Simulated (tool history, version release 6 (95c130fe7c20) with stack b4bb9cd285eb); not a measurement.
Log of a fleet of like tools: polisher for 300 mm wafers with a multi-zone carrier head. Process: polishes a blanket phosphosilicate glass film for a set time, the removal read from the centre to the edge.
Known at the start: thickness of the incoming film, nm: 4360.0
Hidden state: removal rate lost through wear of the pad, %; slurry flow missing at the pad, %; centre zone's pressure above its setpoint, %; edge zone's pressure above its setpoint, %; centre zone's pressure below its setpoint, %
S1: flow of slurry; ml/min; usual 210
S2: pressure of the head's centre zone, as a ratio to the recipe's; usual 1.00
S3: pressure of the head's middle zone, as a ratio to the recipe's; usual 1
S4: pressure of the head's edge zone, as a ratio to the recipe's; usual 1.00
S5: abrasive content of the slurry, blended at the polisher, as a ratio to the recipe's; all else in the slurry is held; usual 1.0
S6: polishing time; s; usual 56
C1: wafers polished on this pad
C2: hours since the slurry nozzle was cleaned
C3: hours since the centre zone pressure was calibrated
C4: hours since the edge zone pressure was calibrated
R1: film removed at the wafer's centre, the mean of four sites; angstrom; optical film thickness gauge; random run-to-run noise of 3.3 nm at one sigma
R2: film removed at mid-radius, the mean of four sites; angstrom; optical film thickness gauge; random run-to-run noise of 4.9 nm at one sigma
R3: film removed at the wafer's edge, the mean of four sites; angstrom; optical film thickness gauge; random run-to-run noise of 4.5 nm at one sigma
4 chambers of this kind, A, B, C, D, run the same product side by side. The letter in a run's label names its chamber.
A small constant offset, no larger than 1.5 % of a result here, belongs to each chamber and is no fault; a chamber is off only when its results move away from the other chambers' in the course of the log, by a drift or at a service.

run   hour   S1    S2  S3    S4   S5  S6    C1     C2     C3     C4      R1      R2      R3
 1D    6.6  210  1.00   1  1.00  1.0  56   900  201.3  313.4  123.2  4460.2  4533.5  4438.5
 2C   11.6  210  1.00   1  1.00  1.0  56  1125  155.6  535.6  319.5  4492.6  4376.8  4456.7
      12.5  -- chamber D: worn pad replaced by a new one
 3A   17.5  210  1.00   1  1.00  1.0  56   673  141.4  818.7   70.8  4484.9  4500.1  4458.3
 4B   26.4  210  1.00   1  1.00  1.0  56   333  167.6  361.4  509.2  4484.7  4442.5  4469.0
 5B   32.0  210  1.00   1  1.00  0.8  56   400  173.2  367.0  514.8  3973.2  3992.8  3893.7
      36.2  -- chamber C: worn pad replaced by a new one
      36.7  -- chamber C: edge zone pressure recalibrated
 6D   39.1  210  1.00   1  1.00  0.8  56   318  233.8  345.9  155.7  4023.6  3993.0  4013.4
 7A   47.7  210  1.00   1  1.00  0.8  56  1034  171.6  848.9  101.0  4073.8  4030.6  4037.3
 8C   51.8  210  1.00   1  1.00  0.8  56   187  195.8  575.8   15.2  4063.3  3980.9  4007.7
      56.2  -- chamber A: worn pad replaced by a new one
 9A   57.1  210  1.00   1  1.00  1.0  56    11  181.0  858.3  110.4  4437.6  4401.8  4546.3
10B   62.7  210  1.00   1  1.00  1.0  56   768  203.9  397.7  545.5  4427.7  4474.7  4421.5
11C   70.2  210  1.00   1  1.00  1.0  56   407  214.2  594.2   33.6  4463.7  4446.4  4499.0
12D   78.3  210  1.06   1  0.92  1.0  56   787  273.0  385.1  194.9  4787.2  4469.9  4239.8
      80.8  -- chamber A: centre zone pressure recalibrated
13D   83.6  210  1.06   1  0.92  1.0  56   850  278.3  390.4  200.2  4779.5  4391.0  4281.2
14B   91.7  210  1.06   1  0.92  1.0  56  1115  232.9  426.7  574.5  4716.1  4437.8  4230.4
      94.7  -- chamber D: worn pad replaced by a new one
15A   97.2  210  1.06   1  0.92  1.0  56   491  221.1   16.5  150.5  4735.7  4456.4  4306.0
      98.6  -- chamber B: worn pad replaced by a new one
16C  103.3  210  1.00   1  1.00  1.0  56   803  247.3  627.3   66.7  4498.7  4408.0  4446.4
17D  111.8  210  1.00   1  1.00  1.0  56   205  306.5  418.6  228.4  4396.9  4501.0  4426.7
18C  118.0  210  1.00   1  1.00  1.0  56   979  262.0  642.0   81.4  4476.6  4424.4  4421.0
     121.2  -- chamber D: centre zone pressure recalibrated
19B  123.0  210  1.00   1  1.00  1.0  56   292  264.2  458.0  605.8  4419.0  4497.9  4442.5
20A  126.9  210  1.00   1  1.00  1.0  56   847  250.8   46.2  180.2  4456.4  4468.4  4476.2
21B  134.3  210  1.00   1  1.00  1.0  56   427  275.5  469.3  617.1  4423.8  4428.1  4505.2
     135.3  -- chamber D: slurry nozzle cleaned
22A  141.4  210  1.00   1  1.00  1.0  56  1020  265.3   60.7  194.7  4459.2  4441.5  4556.8
     142.8  -- chamber A: worn pad replaced by a new one
23D  146.5  210  1.00   1  1.00  1.0  56   620   11.3   25.4  263.1  4836.7  4409.5  4495.9
     149.0  -- chamber C: worn pad replaced by a new one
24C  151.3  210  1.00   1  1.00  1.0  56    27  295.3  675.3  114.7  4552.2  4453.8  4423.0
25B  155.2  210  1.00   1  1.00  1.0  56   677  296.4  490.2  638.0  4470.7  4537.6  4448.2
26D  161.3  210  1.00   1  1.00  1.0  56   797   26.1   40.2  277.9  4796.5  4505.7  4486.4
     165.8  -- chamber B: centre zone pressure recalibrated
27A  167.5  210  1.00   1  1.00  1.0  56   296  291.4   86.8  220.8  4472.0  4375.5  4453.2
28C  175.2  210  1.00   1  1.00  1.0  56   313  319.2  699.2  138.6  4474.1  4501.1  4451.2
29B  179.5  210  1.00   1  1.00  1.0  56   968  320.7   13.7  662.3  4500.1  4411.7  4426.7
     186.1  -- chamber D: worn pad replaced by a new one
30A  188.0  210  1.00   1  1.00  1.0  56   541  311.9  107.3  241.3  4419.8  4545.8  4483.0
     188.6  -- chamber C: slurry nozzle cleaned
31C  193.3  210  1.00   1  1.00  0.8  56   530    4.8  717.3  156.7  3981.6  3875.8  3977.4
32D  200.8  210  1.00   1  1.00  0.8  56   177   65.6   79.7  317.4  4358.2  4030.0  4065.0
     204.3  -- chamber B: worn pad replaced by a new one
     207.2  -- chamber C: centre zone pressure recalibrated
33A  208.0  210  1.00   1  1.00  0.8  56   780  331.9  127.3  261.3  4035.2  3986.5  4024.8
34B  212.3  210  1.00   1  1.00  0.8  56    96  353.5   46.5  695.1  4024.1  4021.0  4024.8
35C  220.0  210  1.00   1  1.00  1.0  56   849   31.5   12.8  183.4  4448.4  4563.9  4411.2
36D  224.6  210  1.00   1  1.00  1.0  56   461   89.4  103.5  341.2  4864.1  4405.0  4507.2
37B  232.3  210  1.00   1  1.00  1.0  56   335  373.5   66.5  715.1  4485.4  4396.1  4421.8
38A  236.6  210  1.00   1  0.91  1.0  56  1123  360.5  155.9  289.9  4418.2  4471.2  4343.8
39D  245.4  210  1.00   1  0.91  1.0  56   710  110.2  124.3  362.0  4885.6  4509.5  4287.2

Next, all 4 chambers run the settings below, one line each with question marks for the results. What does each chamber give?
40A  251.8  210  1.00   1  1.00  1.0  56                   ?   ?   ?
40B  251.8  210  1.00   1  1.00  1.0  56                   ?   ?   ?
40C  251.8  210  1.00   1  1.00  1.0  56                   ?   ?   ?
40D  251.8  210  1.00   1  1.00  1.0  56                   ?   ?   ?

run      R1      R2      R3
40A  4479.0  4451.5  4543.3
40B  4484.6  4437.4  4452.0
40C  4445.9  4431.8  4517.7
40D  4895.8  4512.2  4416.3
